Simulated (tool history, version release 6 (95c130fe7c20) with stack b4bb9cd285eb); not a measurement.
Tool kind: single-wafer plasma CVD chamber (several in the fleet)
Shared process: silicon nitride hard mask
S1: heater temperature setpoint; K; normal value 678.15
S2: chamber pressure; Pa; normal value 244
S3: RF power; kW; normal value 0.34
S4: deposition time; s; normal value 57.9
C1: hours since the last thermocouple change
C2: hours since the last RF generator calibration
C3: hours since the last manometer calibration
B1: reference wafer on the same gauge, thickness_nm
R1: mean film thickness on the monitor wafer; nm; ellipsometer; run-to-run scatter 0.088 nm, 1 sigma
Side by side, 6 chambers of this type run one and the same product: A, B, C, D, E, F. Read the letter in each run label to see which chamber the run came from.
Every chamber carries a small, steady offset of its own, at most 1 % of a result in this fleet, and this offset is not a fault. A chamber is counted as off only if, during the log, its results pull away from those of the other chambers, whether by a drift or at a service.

run,hour,S1,S2,S3,S4,C1,C2,C3,B1,R1
1A,4.4,678.15,244,0.34,57.9,406.7,485.7,760.7,63.7,75.493
2B,11,678.15,244,0.34,57.9,209.8,1115.3,599.2,63.683,75.349
3E,14.5,678.15,244,0.34,57.9,611,1358,722.9,63.667,74.975
4F,17.5,678.15,244,0.34,57.9,971.2,390.5,1946.9,63.701,74.068
5D,21.3,678.15,244,0.34,57.9,1488.2,693.5,614.8,63.674,75.432
6C,26.9,678.15,264,0.39,57.9,2114.3,147.9,1832.4,63.639,83.603
7F,31.4,678.15,264,0.39,57.9,985.1,404.4,1960.8,63.646,82.49
8B,37.5,678.15,264,0.39,57.9,236.3,1141.8,625.7,63.641,83.818
9D,44.2,678.15,264,0.39,57.9,1511.1,716.4,637.7,63.633,83.975
10A,49.4,678.15,264,0.39,57.9,451.7,530.7,805.7,63.61,83.692
11C,53.4,678.15,264,0.39,57.9,2140.8,174.4,1858.9,63.608,83.559
12E,57.3,678.15,244,0.34,57.9,653.8,1400.8,765.7,63.596,74.783
13A,61.7,678.15,191,0.34,63.4,464,543,818,63.6,76.844
14E,65.8,678.15,191,0.34,63.4,662.3,1409.3,774.2,63.593,76.172
15D,69.6,678.15,191,0.34,63.4,1536.5,741.8,663.1,63.59,76.672
16F,75.8,678.15,191,0.34,63.4,1029.5,448.8,2005.2,63.566,75.516
17B,81.6,678.15,191,0.34,63.4,280.4,1185.9,669.8,63.565,76.556
18C,88.3,678.15,191,0.34,63.4,2175.7,209.3,1893.8,63.56,76.493
19E,93.3,678.15,244,0.34,57.9,689.8,1436.8,801.7,63.551,74.831
20A,96.9,678.15,244,0.34,57.9,499.2,578.2,853.2,63.533,75.204
21D,101.5,678.15,244,0.34,57.9,1568.4,773.7,695,63.531,75.346
22F,108.5,678.15,244,0.34,57.9,1062.2,481.5,2037.9,63.511,74.011
23B,114.3,678.15,244,0.34,57.9,313.1,1218.6,702.5,63.519,75.053
24C,118.2,678.15,244,0.395,57.9,2205.6,239.2,1923.7,63.516,82.219
25C,121.4,678.15,244,0.395,57.9,2208.8,242.4,1926.9,63.517,82.393
26D,125.3,678.15,244,0.395,57.9,1592.2,797.5,718.8,63.502,82.637
27E,131.2,678.15,244,0.395,57.9,727.7,1474.7,839.6,63.493,81.926
28A,136.7,678.15,244,0.395,57.9,539,618,893,63.473,82.287
29F,139.9,678.15,244,0.395,57.9,1093.6,512.9,2069.3,63.467,81.199
30B,144.6,678.15,244,0.34,57.9,343.4,1248.9,732.8,63.451,75.238
31E,149.5,678.15,244,0.34,57.9,746,1493,857.9,63.451,74.561
32F,154.7,678.15,244,0.34,57.9,1108.4,527.7,2084.1,63.447,73.925
33A,161.2,678.15,244,0.3,57.9,563.5,642.5,917.5,63.414,69.278
34C,166,678.15,244,0.3,57.9,2253.4,287,1971.5,63.429,68.926
35B,170.4,678.15,244,0.3,57.9,369.2,1274.7,758.6,63.422,69.017
36D,174,678.15,244,0.3,57.9,1640.9,846.2,767.5,63.415,69.159
37A,177.6,678.15,244,0.3,57.9,579.9,658.9,933.9,63.39,69.281
38F,181.3,678.15,244,0.3,57.9,1135,554.3,2110.7,63.416,68.022

Next, all 6 chambers run the settings below, one line each with question marks for the results. What does each chamber give?
39A,186.3,678.15,275,0.34,57.9,,,,,?
39B,186.3,678.15,275,0.34,57.9,,,,,?
39C,186.3,678.15,275,0.34,57.9,,,,,?
39D,186.3,678.15,275,0.34,57.9,,,,,?
39E,186.3,678.15,275,0.34,57.9,,,,,?
39F,186.3,678.15,275,0.34,57.9,,,,,?

run,R1
39A,77.456
39B,77.406
39C,77.246
39D,77.475
39E,77.123
39F,76.223
